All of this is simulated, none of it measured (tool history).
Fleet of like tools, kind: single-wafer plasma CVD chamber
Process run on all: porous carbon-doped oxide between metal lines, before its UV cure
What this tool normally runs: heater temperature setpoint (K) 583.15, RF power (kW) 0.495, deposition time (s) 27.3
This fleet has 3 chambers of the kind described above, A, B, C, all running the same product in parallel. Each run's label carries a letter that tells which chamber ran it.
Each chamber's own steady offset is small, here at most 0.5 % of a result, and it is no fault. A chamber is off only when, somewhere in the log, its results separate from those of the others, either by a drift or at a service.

run  hour  heater temperature setpoint (K)  RF power (kW)  deposition time (s)  read-back reference wafer on the same gauge, thickness_nm  mean film thickness on the monitor wafer (nm)
 1A   4.1                           583.15          0.495                 27.3                                                     128.01                                         139.13
 2B   6.9                           583.15          0.495                 27.3                                                     128.06                                         138.45
 3C   9.6                           583.15          0.495                 27.3                                                     128.10                                         138.28
 4B  12.8                           583.15          0.495                 27.3                                                     128.12                                         138.79
 5C  16.6                           593.15          0.495                 30.1                                                     128.12                                         144.51
 6A  19.5                           593.15          0.495                 30.1                                                     128.16                                         145.43
 7A  22.8                           593.15          0.495                 30.1                                                     128.15                                         145.24
     23.2  -- chamber A: thermocouple changed; heater temperature recalibrated
 8C  25.3                           583.15          0.495                 27.3                                                     128.16                                         138.39
 9B  27.7                           583.15          0.495                 27.3                                                     128.22                                         138.69
10A  31.1                           583.15          0.495                 27.3                                                     128.22                                         139.21
11B  33.4                           583.15          0.495                 27.3                                                     128.23                                         138.67
12C  37.4                           583.15          0.495                 27.3                                                     128.27                                         138.52
13B  42.3                           583.15          0.495                 27.3                                                     128.29                                         139.17
14C  47.2                           583.15          0.495                 27.3                                                     128.34                                         138.96
15A  51.1                           583.15          0.495                 27.3                                                     128.35                                         139.73
16C  54.8                           583.15          0.495                 27.3                                                     128.40                                         138.63
17A  59.0                           583.15          0.495                 27.3                                                     128.42                                         139.44
18B  62.8                           583.15          0.495                 27.3                                                     128.44                                         139.23
19C  67.3                           583.15          0.495                 27.3                                                     128.44                                         139.36
20A  72.4                           583.15          0.495                 27.3                                                     128.52                                         139.78
21B  74.8                           583.15          0.495                 27.3                                                     128.47                                         139.12
22A  77.6                           583.15          0.495                 27.3                                                     128.54                                         139.75
23B  81.2                           583.15          0.495                 27.3                                                     128.53                                         139.37
24C  83.9                           583.15          0.495                 27.3                                                     128.59                                         139.16
25B  88.4                           593.15          0.495                 23.2                                                     128.61                                         112.88
26A  92.6                           593.15          0.495                 23.2                                                     128.62                                         113.30
27C  97.5                           593.15          0.495                 23.2                                                     128.66                                         112.63

One chamber off, gauge drift, or nothing amiss beyond the chambers' own small offsets? If it is a chamber, which one, and what is the likeliest cause?

Gauge drift. The chambers move together only on paper, and none stands off.
Likeliest cause: gauge reads high (%) = 0.536.
